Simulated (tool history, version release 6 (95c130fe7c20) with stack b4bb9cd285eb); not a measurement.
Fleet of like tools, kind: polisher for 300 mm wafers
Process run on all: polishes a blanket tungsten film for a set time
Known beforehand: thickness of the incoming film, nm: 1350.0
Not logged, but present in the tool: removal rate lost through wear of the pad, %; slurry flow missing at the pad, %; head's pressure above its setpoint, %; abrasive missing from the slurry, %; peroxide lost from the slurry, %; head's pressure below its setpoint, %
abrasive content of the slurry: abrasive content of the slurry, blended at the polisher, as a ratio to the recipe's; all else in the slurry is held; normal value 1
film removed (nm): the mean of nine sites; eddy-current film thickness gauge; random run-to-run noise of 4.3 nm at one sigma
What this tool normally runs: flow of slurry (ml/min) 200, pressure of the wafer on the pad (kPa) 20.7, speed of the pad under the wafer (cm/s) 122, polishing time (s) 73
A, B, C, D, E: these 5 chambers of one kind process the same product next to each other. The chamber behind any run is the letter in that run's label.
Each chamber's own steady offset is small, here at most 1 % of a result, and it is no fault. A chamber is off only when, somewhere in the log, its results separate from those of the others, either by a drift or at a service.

run     day  flow of slurry (ml/min)  pressure of the wafer on the pad (kPa)  speed of the pad under the wafer (cm/s)  abrasive content of the slurry  polishing time (s)  wafers polished on this pad  hours since the slurry nozzle was cleaned  hours since the head pressure was calibrated  hours since the slurry blender was calibrated  hours since the slurry got fresh peroxide  film removed (nm)
      0.079  -- chamber B: head pressure recalibrated
      0.167  -- chamber D: worn pad replaced by a new one
      0.429  -- chamber D: slurry tank refilled with fresh slurry and peroxide
 1B   0.492                      200                                    20.7                                      122                               1                  73                          495                                       55.9                                           9.9                                          190.1                                        172             353.02
 2D   0.788                      200                                    20.7                                      122                               1                  73                          111                                      403.9                                         299.1                                          141.7                                        8.7             342.33
      1.262  -- chamber E: slurry blender recalibrated
      1.275  -- chamber B: slurry tank refilled with fresh slurry and peroxide
 3C   1.288                      200                                    20.7                                      122                               1                  73                          781                                      175.4                                         221.6                                          171.2                                       71.2             338.77
      1.321  -- chamber D: head pressure recalibrated
      1.775  -- chamber A: slurry blender recalibrated
 4E   1.775                      200                                    20.7                                      122                               1                  73                          830                                      406.9                                         120.1                                           12.3                                      150.2             336.55
      1.871  -- chamber A: slurry tank refilled with fresh slurry and peroxide
 5A   2.092                      200                                    20.7                                      122                               1                  73                          413                                      286.2                                         638.1                                            7.6                                        5.3             342.59
 6C   2.508                      200                                    20.7                                      122                               1                  73                          999                                      204.7                                         250.9                                          200.5                                      100.5             335.78
 7A   2.796                      200                                    20.7                                      122                               1                  73                          538                                      303.1                                           655                                           24.5                                       22.2             350.24
 8B    3.05                      200                                    20.7                                      122                               1                  73                          951                                      117.3                                          71.3                                          251.5                                       42.7             342.02
      3.075  -- chamber B: worn pad replaced by a new one
      3.238  -- chamber E: slurry tank refilled with fresh slurry and peroxide
 9E   3.392                      245                                    20.7                                       88                               1                  73                         1118                                      445.7                                         158.9                                           51.1                                        3.7             254.04
      3.746  -- chamber C: worn pad replaced by a new one
10D   3.833                      245                                    20.7                                       88                               1                  73                          654                                        477                                          60.3                                          214.8                                       81.8             253.92
      3.892  -- chamber C: slurry blender recalibrated
      3.971  -- chamber E: worn pad replaced by a new one
11D     4.1                      245                                    20.7                                       88                               1                  73                          702                                      483.4                                          66.7                                          221.2                                       88.2             255.05
      4.208  -- chamber A: worn pad replaced by a new one
12A   4.346                      245                                    20.7                                       88                               1                  73                           25                                      340.3                                         692.2                                           61.7                                       59.4             257.44
13E     4.7                      245                                    20.7                                       88                               1                  73                          130                                      477.1                                         190.3                                           82.5                                       35.1             250.11
14B   5.088                      200                                    20.7                                      122                               1                  73                          359                                      166.2                                         120.2                                          300.4                                       91.6             351.53
15C   5.583                      200                                    20.7                                      122                               1                  73                          327                                      278.5                                         324.7                                           40.7                                      174.3             332.52
16D     5.9                      200                                    20.7                                      122                               1                  73                         1023                                      526.6                                         109.9                                          264.4                                      131.4             343.36
      6.146  -- chamber A: slurry tank refilled with fresh slurry and peroxide
      6.179  -- chamber D: worn pad replaced by a new one
17C   6.242                      200                                    20.7                                      122                               1                  73                          445                                      294.3                                         340.5                                           56.5                                      190.1             335.57
18E   6.554                      200                                    20.7                                      122                               1                  73                          460                                      521.6                                         234.8                                            127                                       79.6             336.63
19A   6.812                      200                                    20.7                                      122                               1                  73                          465                                      399.5                                         751.4                                          120.9                                         16             346.65
      6.921  -- chamber D: slurry tank refilled with fresh slurry and peroxide
20B   7.117                      200                                    20.7                                      122                               1                  73                          721                                      214.9                                         168.9                                          349.1                                      140.3             347.31
21B   7.442                      200                                    20.7                                      122                               1                  73                          779                                      222.7                                         176.7                                          356.9                                      148.1             339.41
22E   7.796                      200                                    20.7                                      122                               1                  73                          682                                      551.4                                         264.6                                          156.8                                      109.4             343.86
23D   8.196                      200                                    20.7                                      122                               1                  73                          360                                      581.7                                           165                                          319.5                                       30.6             336.49
      8.233  -- chamber B: slurry tank refilled with fresh slurry and peroxide
      8.342  -- chamber C: head pressure recalibrated
      8.467  -- chamber A: worn pad replaced by a new one
24C   8.562                      200                                    20.7                                      122                               1                  73                          859                                        350                                           5.3                                          112.2                                      245.8             330.85
25A   8.925                      200                                    15.9                                      122                               1                  73                           82                                      450.2                                         802.1                                          171.6                                       66.7             263.05
26D   9.196                      200                                    15.9                                      122                               1                  73                          538                                      605.7                                           189                                          343.5                                       54.6             259.08
        9.2  -- chamber B: worn pad replaced by a new one
      9.512  -- chamber E: slurry tank refilled with fresh slurry and peroxide
27E   9.692                      200                                    15.9                                      122                               1                  73                         1020                                      596.9                                         310.1                                          202.3                                        4.4             263.17
      9.883  -- chamber C: worn pad replaced by a new one
28A   10.05                      200                                    15.9                                      122                               1                  73                          282                                      477.2                                         829.1                                          198.6                                       93.7             259.98
29C  10.283                      200                                    15.9                                      122                               1                  73                           71                                      391.3                                          46.6                                          153.5                                      287.1             251.35
      10.35  -- chamber D: slurry blender recalibrated
     10.579  -- chamber A: slurry tank refilled with fresh slurry and peroxide
30B  10.621                      200                                    20.7                                      122                               1                  73                          254                                        299                                           253                                          433.2                                       57.3              344.5
31A   10.95                      200                                    20.7                                      122                               1                  73                          443                                      498.8                                         850.7                                          220.2                                        8.9             354.46
     11.029  -- chamber E: worn pad replaced by a new one
32E  11.417                      200                                    20.7                                      122                               1                  73                           69                                      638.3                                         351.5                                          243.7                                       45.8             333.85
     11.496  -- chamber E: head pressure recalibrated
33B  11.817                      200                                    20.7                                      122                               1                  73                          467                                      327.7                                         281.7                                          461.9                                         86             353.76
34D    12.2                      200                                    20.7                                      122                               1                  73                         1074                                      677.8                                         261.1                                           44.4                                      126.7             335.93
      12.35  -- chamber D: worn pad replaced by a new one
35C   12.45                      200                                    20.7                                      122                               1                  73                          458                                      443.3                                          98.6                                          205.5                                      339.1             314.51
     12.725  -- chamber B: slurry blender recalibrated
     12.733  -- chamber D: slurry tank refilled with fresh slurry and peroxide
36A  12.921                      200                                    20.7                                      122                               1                  73                          795                                      546.1                                           898                                          267.5                                       56.2             343.08
37C  13.158                      200                                    20.7                                      122                               1                  73                          584                                      460.3                                         115.6                                          222.5                                      356.1             317.53
38E  13.588                      200                                    20.7                                      152                               1                  73                          456                                      690.4                                          50.3                                          295.8                                       97.9             422.64
39B  13.867                      200                                    20.7                                      152                               1                  73                          833                                      376.9                                         330.9                                           27.5                                      135.2             420.97
     14.067  -- chamber A: slurry nozzle cleaned
     14.167  -- chamber A: worn pad replaced by a new one
40D  14.342                      200                                    20.7                                      152                               1                  73                          355                                      729.2                                         312.5                                           95.8                                       38.6             422.15
41D  14.579                      200                                    20.7                                      152                               1                  73                          397                                      734.9                                         318.2                                          101.5                                       44.3             431.65
42A  14.858                      200                                    20.7                                      152                               1                  73                          123                                         19                                         944.5                                            314                                      102.7             422.68

Each of the 5 chambers runs these same settings next. Fill in every chamber's results:
43A  15.217                      200                                    20.7                                      122                               1                  73                                                                                                                                                                                                                                  ?
43B  15.217                      200                                    20.7                                      122                               1                  73                                                                                                                                                                                                                                  ?
43C  15.217                      200                                    20.7                                      122                               1                  73                                                                                                                                                                                                                                  ?
43D  15.217                      200                                    20.7                                      122                               1                  73                                                                                                                                                                                                                                  ?
43E  15.217                      200                                    20.7                                      122                               1                  73                                                                                                                                                                                                                                  ?

run  film removed (nm)
43A             339.99
43B             348.22
43C             313.28
43D             348.24
43E             342.79
